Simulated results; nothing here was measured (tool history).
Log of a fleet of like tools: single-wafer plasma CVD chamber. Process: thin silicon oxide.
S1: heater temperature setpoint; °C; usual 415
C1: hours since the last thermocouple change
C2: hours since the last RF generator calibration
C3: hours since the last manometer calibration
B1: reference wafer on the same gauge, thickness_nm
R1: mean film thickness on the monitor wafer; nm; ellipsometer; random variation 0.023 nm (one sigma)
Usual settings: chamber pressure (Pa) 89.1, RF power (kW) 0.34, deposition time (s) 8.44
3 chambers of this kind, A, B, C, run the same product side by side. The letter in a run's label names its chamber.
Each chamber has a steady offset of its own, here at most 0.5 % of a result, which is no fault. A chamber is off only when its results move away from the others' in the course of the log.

run 1B day=0.329 | S1=415 chamber_pressure_(Pa)=89.1 RF_power_(kW)=0.34 deposition_time_(s)=8.44 | C1=1918.9 C2=496 C3=120 | B1=15.695 | R1=13.492
run 2A day=0.708 | S1=415 chamber_pressure_(Pa)=89.1 RF_power_(kW)=0.34 deposition_time_(s)=8.44 | C1=2964.5 C2=1992 C3=164.6 | B1=15.693 | R1=13.371
-- day=1.296 chamber A: thermocouple changed; heater temperature recalibrated
run 3C day=1.321 | S1=415 chamber_pressure_(Pa)=89.1 RF_power_(kW)=0.34 deposition_time_(s)=8.44 | C1=1277.3 C2=478 C3=292.3 | B1=15.69 | R1=13.453
run 4A day=1.667 | S1=415 chamber_pressure_(Pa)=89.1 RF_power_(kW)=0.34 deposition_time_(s)=8.44 | C1=8.9 C2=2015 C3=187.6 | B1=15.69 | R1=13.393
run 5C day=2.333 | S1=415 chamber_pressure_(Pa)=89.1 RF_power_(kW)=0.34 deposition_time_(s)=8.44 | C1=1301.6 C2=502.3 C3=316.6 | B1=15.686 | R1=13.443
run 6B day=2.667 | S1=415 chamber_pressure_(Pa)=89.1 RF_power_(kW)=0.34 deposition_time_(s)=8.44 | C1=1975 C2=552.1 C3=176.1 | B1=15.682 | R1=13.502
run 7A day=3.346 | S1=415 chamber_pressure_(Pa)=89.1 RF_power_(kW)=0.34 deposition_time_(s)=8.44 | C1=49.2 C2=2055.3 C3=227.9 | B1=15.679 | R1=13.374
run 8B day=3.725 | S1=415 chamber_pressure_(Pa)=89.1 RF_power_(kW)=0.34 deposition_time_(s)=8.44 | C1=2000.4 C2=577.5 C3=201.5 | B1=15.684 | R1=13.481
run 9C day=4.112 | S1=415 chamber_pressure_(Pa)=89.1 RF_power_(kW)=0.34 deposition_time_(s)=8.44 | C1=1344.3 C2=545 C3=359.3 | B1=15.67 | R1=13.4
run 10C day=4.596 | S1=415 chamber_pressure_(Pa)=89.1 RF_power_(kW)=0.34 deposition_time_(s)=8.44 | C1=1355.9 C2=556.6 C3=370.9 | B1=15.666 | R1=13.423
run 11B day=4.908 | S1=415 chamber_pressure_(Pa)=89.1 RF_power_(kW)=0.34 deposition_time_(s)=8.44 | C1=2028.8 C2=605.9 C3=229.9 | B1=15.664 | R1=13.475
run 12A day=5.538 | S1=415 chamber_pressure_(Pa)=89.1 RF_power_(kW)=0.34 deposition_time_(s)=8.44 | C1=101.8 C2=2107.9 C3=280.5 | B1=15.665 | R1=13.298
run 13C day=5.921 | S1=415 chamber_pressure_(Pa)=89.1 RF_power_(kW)=0.34 deposition_time_(s)=8.44 | C1=1387.7 C2=588.4 C3=402.7 | B1=15.66 | R1=13.478
run 14B day=6.446 | S1=415 chamber_pressure_(Pa)=89.1 RF_power_(kW)=0.34 deposition_time_(s)=8.44 | C1=2065.7 C2=642.8 C3=266.8 | B1=15.657 | R1=13.484
run 15A day=6.946 | S1=415 chamber_pressure_(Pa)=89.1 RF_power_(kW)=0.34 deposition_time_(s)=8.44 | C1=135.6 C2=2141.7 C3=314.3 | B1=15.647 | R1=13.373
run 16C day=7.479 | S1=415 chamber_pressure_(Pa)=89.1 RF_power_(kW)=0.34 deposition_time_(s)=8.44 | C1=1425.1 C2=625.8 C3=440.1 | B1=15.647 | R1=13.427
run 17B day=8.108 | S1=415 chamber_pressure_(Pa)=89.1 RF_power_(kW)=0.34 deposition_time_(s)=8.44 | C1=2105.6 C2=682.7 C3=306.7 | B1=15.641 | R1=13.419
run 18A day=8.571 | S1=415 chamber_pressure_(Pa)=89.1 RF_power_(kW)=0.34 deposition_time_(s)=8.44 | C1=174.6 C2=2180.7 C3=353.3 | B1=15.646 | R1=13.342
run 19A day=9.025 | S1=415 chamber_pressure_(Pa)=89.1 RF_power_(kW)=0.34 deposition_time_(s)=8.44 | C1=185.5 C2=2191.6 C3=364.2 | B1=15.642 | R1=13.343
run 20B day=9.558 | S1=415 chamber_pressure_(Pa)=89.1 RF_power_(kW)=0.34 deposition_time_(s)=8.44 | C1=2140.4 C2=717.5 C3=341.5 | B1=15.639 | R1=13.458
run 21C day=9.988 | S1=415 chamber_pressure_(Pa)=89.1 RF_power_(kW)=0.34 deposition_time_(s)=8.44 | C1=1485.3 C2=686 C3=500.3 | B1=15.641 | R1=13.369
run 22C day=10.408 | S1=415 chamber_pressure_(Pa)=89.1 RF_power_(kW)=0.34 deposition_time_(s)=8.44 | C1=1495.4 C2=696.1 C3=510.4 | B1=15.628 | R1=13.383
run 23A day=10.788 | S1=415 chamber_pressure_(Pa)=89.1 RF_power_(kW)=0.34 deposition_time_(s)=8.44 | C1=227.8 C2=2233.9 C3=406.5 | B1=15.632 | R1=13.305
run 24B day=11.333 | S1=415 chamber_pressure_(Pa)=89.1 RF_power_(kW)=0.34 deposition_time_(s)=8.44 | C1=2183 C2=760.1 C3=384.1 | B1=15.627 | R1=13.466
run 25C day=12 | S1=415 chamber_pressure_(Pa)=89.1 RF_power_(kW)=0.34 deposition_time_(s)=8.44 | C1=1533.6 C2=734.3 C3=548.6 | B1=15.619 | R1=13.392
run 26A day=12.392 | S1=415 chamber_pressure_(Pa)=89.1 RF_power_(kW)=0.34 deposition_time_(s)=8.44 | C1=266.3 C2=2272.4 C3=445 | B1=15.615 | R1=13.289
run 27B day=12.854 | S1=415 chamber_pressure_(Pa)=89.1 RF_power_(kW)=0.34 deposition_time_(s)=8.44 | C1=2219.5 C2=796.6 C3=420.6 | B1=15.616 | R1=13.431
run 28B day=13.375 | S1=415 chamber_pressure_(Pa)=89.1 RF_power_(kW)=0.34 deposition_time_(s)=8.44 | C1=2232 C2=809.1 C3=433.1 | B1=15.608 | R1=13.414
run 29C day=13.862 | S1=415 chamber_pressure_(Pa)=89.1 RF_power_(kW)=0.34 deposition_time_(s)=8.44 | C1=1578.3 C2=779 C3=593.3 | B1=15.608 | R1=13.384
run 30A day=14.467 | S1=415 chamber_pressure_(Pa)=89.1 RF_power_(kW)=0.34 deposition_time_(s)=8.44 | C1=316.1 C2=2322.2 C3=494.8 | B1=15.597 | R1=13.255
run 31A day=14.888 | S1=415 chamber_pressure_(Pa)=89.1 RF_power_(kW)=0.34 deposition_time_(s)=8.44 | C1=326.2 C2=2332.3 C3=504.9 | B1=15.6 | R1=13.264
run 32B day=15.229 | S1=415 chamber_pressure_(Pa)=101.5 RF_power_(kW)=0.34 deposition_time_(s)=8.44 | C1=2276.5 C2=853.6 C3=477.6 | B1=15.595 | R1=15.346
run 33C day=15.792 | S1=415 chamber_pressure_(Pa)=101.5 RF_power_(kW)=0.34 deposition_time_(s)=8.44 | C1=1624.6 C2=825.3 C3=639.6 | B1=15.6 | R1=15.26

Next, every chamber runs the same settings. What will each give?
run 34A day=16.283 | S1=402 chamber_pressure_(Pa)=89.1 RF_power_(kW)=0.34 deposition_time_(s)=8.44 | R1=?
run 34B day=16.283 | S1=402 chamber_pressure_(Pa)=89.1 RF_power_(kW)=0.34 deposition_time_(s)=8.44 | R1=?
run 34C day=16.283 | S1=402 chamber_pressure_(Pa)=89.1 RF_power_(kW)=0.34 deposition_time_(s)=8.44 | R1=?

run=34A R1=13.396
run=34B R1=13.543
run=34C R1=13.466
